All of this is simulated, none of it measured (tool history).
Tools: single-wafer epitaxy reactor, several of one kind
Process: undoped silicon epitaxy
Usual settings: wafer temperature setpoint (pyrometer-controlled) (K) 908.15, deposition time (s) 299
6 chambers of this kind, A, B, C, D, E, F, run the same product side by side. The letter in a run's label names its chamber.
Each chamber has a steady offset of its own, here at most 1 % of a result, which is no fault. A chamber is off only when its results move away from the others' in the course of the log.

run,hour,wafer temperature setpoint (pyrometer-controlled) (K),deposition time (s),"read-back reference wafer on the same gauge, thickness_nm",mean film thickness on the monitor wafer (angstrom)
1F,7.8,908.15,299,35.197,362.59
2D,16.5,908.15,299,35.204,361.65
3E,24.5,908.15,299,35.169,357.58
4C,30.5,908.15,299,35.185,361.22
5A,37.3,908.15,299,35.167,357.28
6B,45.8,908.15,299,35.159,361.33
7A,53.2,908.15,299,35.138,357.79
8E,59.5,908.15,299,35.159,356.74
9D,67.5,908.15,299,35.147,361.35
10B,76.2,908.15,299,35.135,359.24
11C,84.8,908.15,299,35.137,360.78
12F,89.0,908.15,299,35.118,360.43
13E,95.2,908.15,299,35.118,357.75
14D,103.8,908.15,299,35.123,361.14
15B,108.5,908.15,299,35.115,359.96
16C,112.4,908.15,299,35.091,360.03
17A,120.9,908.15,299,35.110,357.05
18F,128.6,908.15,299,35.093,359.96
19A,137.0,908.15,299,35.088,356.30
20F,144.8,908.15,299,35.083,360.50
21C,153.2,908.15,299,35.067,360.03
22B,162.0,908.15,299,35.076,358.65
# hour 162.9: chamber E: pyrometer calibrated
23E,168.4,908.15,299,35.067,356.56
24D,173.5,908.15,299,35.053,360.18
25C,180.9,908.15,299,35.054,360.47
26E,188.7,908.15,299,35.037,355.98
27D,197.5,908.15,329,35.045,395.71
28F,203.7,908.15,329,35.032,395.53
29B,209.3,908.15,329,35.027,394.46
30A,213.3,908.15,329,35.016,392.36
31B,221.7,908.15,329,35.012,394.93
32C,228.7,908.15,329,35.016,395.50
33F,232.7,908.15,299,35.008,360.49
34E,237.2,908.15,299,35.005,355.33
35A,241.6,908.15,299,34.992,356.04
36D,246.6,908.15,299,34.998,360.04
37A,252.9,908.15,299,34.983,355.82
38F,257.1,919.15,354,34.986,545.35
39E,261.6,919.15,354,34.985,536.18
40C,268.2,919.15,354,34.972,545.47
41D,276.9,919.15,354,34.984,543.52
42B,285.2,919.15,354,34.959,541.20
43A,292.1,919.15,354,34.971,538.98
44B,297.8,908.15,299,34.946,358.63

Next, every chamber runs the same settings. What will each give?
45A,304.2,895.15,299,,?
45B,304.2,895.15,299,,?
45C,304.2,895.15,299,,?
45D,304.2,895.15,299,,?
45E,304.2,895.15,299,,?
45F,304.2,895.15,299,,?

run,mean film thickness on the monitor wafer (angstrom)
45A,262.56
45B,267.39
45C,264.86
45D,266.81
45E,264.94
45F,266.14
